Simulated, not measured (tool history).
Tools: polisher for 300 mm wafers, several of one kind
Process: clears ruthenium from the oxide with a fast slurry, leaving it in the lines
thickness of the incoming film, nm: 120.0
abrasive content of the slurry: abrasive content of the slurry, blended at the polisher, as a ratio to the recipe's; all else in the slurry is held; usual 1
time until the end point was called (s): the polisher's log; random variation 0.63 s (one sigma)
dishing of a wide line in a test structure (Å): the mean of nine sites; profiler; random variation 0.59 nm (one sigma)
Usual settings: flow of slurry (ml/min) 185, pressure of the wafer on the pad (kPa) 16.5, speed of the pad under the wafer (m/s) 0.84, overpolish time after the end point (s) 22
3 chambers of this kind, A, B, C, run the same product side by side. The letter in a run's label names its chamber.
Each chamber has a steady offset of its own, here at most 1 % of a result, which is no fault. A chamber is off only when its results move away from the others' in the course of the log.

run,hour,flow of slurry (ml/min),pressure of the wafer on the pad (kPa),speed of the pad under the wafer (m/s),abrasive content of the slurry,overpolish time after the end point (s),time until the end point was called (s),dishing of a wide line in a test structure (Å)
1B,6.5,185,16.5,0.84,1,22,44.572,466.12
2C,16.4,185,16.5,0.84,1,22,44.718,458.13
3A,23.9,185,16.5,0.84,1,22,44.977,474.49
4C,33.8,185,16.5,0.84,1,22,44.897,465.83
5B,41.9,185,16.5,0.84,1,22,44.98,479.04
# hour 45.7: chamber B: worn pad replaced by a new one
# hour 46.1: chamber A: worn pad replaced by a new one
6A,50.5,185,16.5,0.84,0.85,22,48.156,434.59
7C,58.3,185,16.5,0.84,0.85,22,49.185,426.36
8A,67.6,185,16.5,0.84,0.85,22,48.668,433.72
9B,72.4,185,16.5,0.84,1,22,45.551,464.01
# hour 81.1: chamber B: slurry blender recalibrated
10A,81.6,250,16.5,0.84,1,17,44.013,383.37
11C,89.2,250,16.5,0.84,1,17,43.699,375.66
12B,98.5,250,16.5,0.84,1,17,43.051,384.2
13C,107.6,185,16.5,0.84,1,22,46.736,453.03
14A,116.7,185,16.5,0.84,1,22,45.728,473.94
15B,122.1,185,16.5,0.84,1,22,45.25,461.3
# hour 126.2: chamber C: worn pad replaced by a new one
16A,126.4,185,16.5,0.84,1,22,45.212,462.34
17C,132.1,185,16.5,0.84,1,22,46.583,446.73
# hour 139.5: chamber A: slurry blender recalibrated
18B,141.7,185,16.5,0.84,1,22,45.276,463.47
19A,151.6,185,16.5,0.84,1,22,46.208,473.42
20C,160.8,185,16.5,0.84,1,22,47.746,438.97
21B,167.2,185,16.5,0.84,1,22,44.958,468.01
# hour 174.4: chamber B: worn pad replaced by a new one
22C,176,185,16.5,0.84,1,22,49.696,433.03
23B,182.2,185,16.5,0.84,1,22,46.102,453.39
# hour 189.1: chamber A: worn pad replaced by a new one
24A,190,185,16.5,0.84,1,22,46.444,470.7
25C,194.7,185,16.5,0.84,1,22,50.008,424.27
# hour 197.3: chamber C: slurry nozzle cleaned
26A,203.4,185,16.5,0.84,1,22,45.671,466.87
27B,210.8,185,16.5,0.84,1,22,45.877,468.36
28A,218.3,185,16.5,0.84,1,22,44.886,467.4
29C,223,185,16.5,0.84,1,22,51.422,428.48
30B,230.9,185,16.5,0.84,1,22,44.922,464.34
31A,240.6,185,16.5,0.84,0.85,14,49.296,294.13
32C,246.9,185,16.5,0.84,0.85,14,55.286,253.34
33B,254.9,185,16.5,0.84,0.85,14,49.514,289.77
34C,259.9,185,16.5,0.84,1,22,54.137,399.17
35B,266.7,185,16.5,0.84,1,22,45.554,460.21
36A,276.1,185,16.5,0.84,1,22,44.563,471.3

All 3 chambers run these settings next. Forecast each chamber's results:
37A,283.2,125,16.5,0.84,1,22,?,?
37B,283.2,125,16.5,0.84,1,22,?,?
37C,283.2,125,16.5,0.84,1,22,?,?

run,time until the end point was called (s),dishing of a wide line in a test structure (Å)
37A,48.377,446.39
37B,48.572,436.86
37C,58.007,374.32
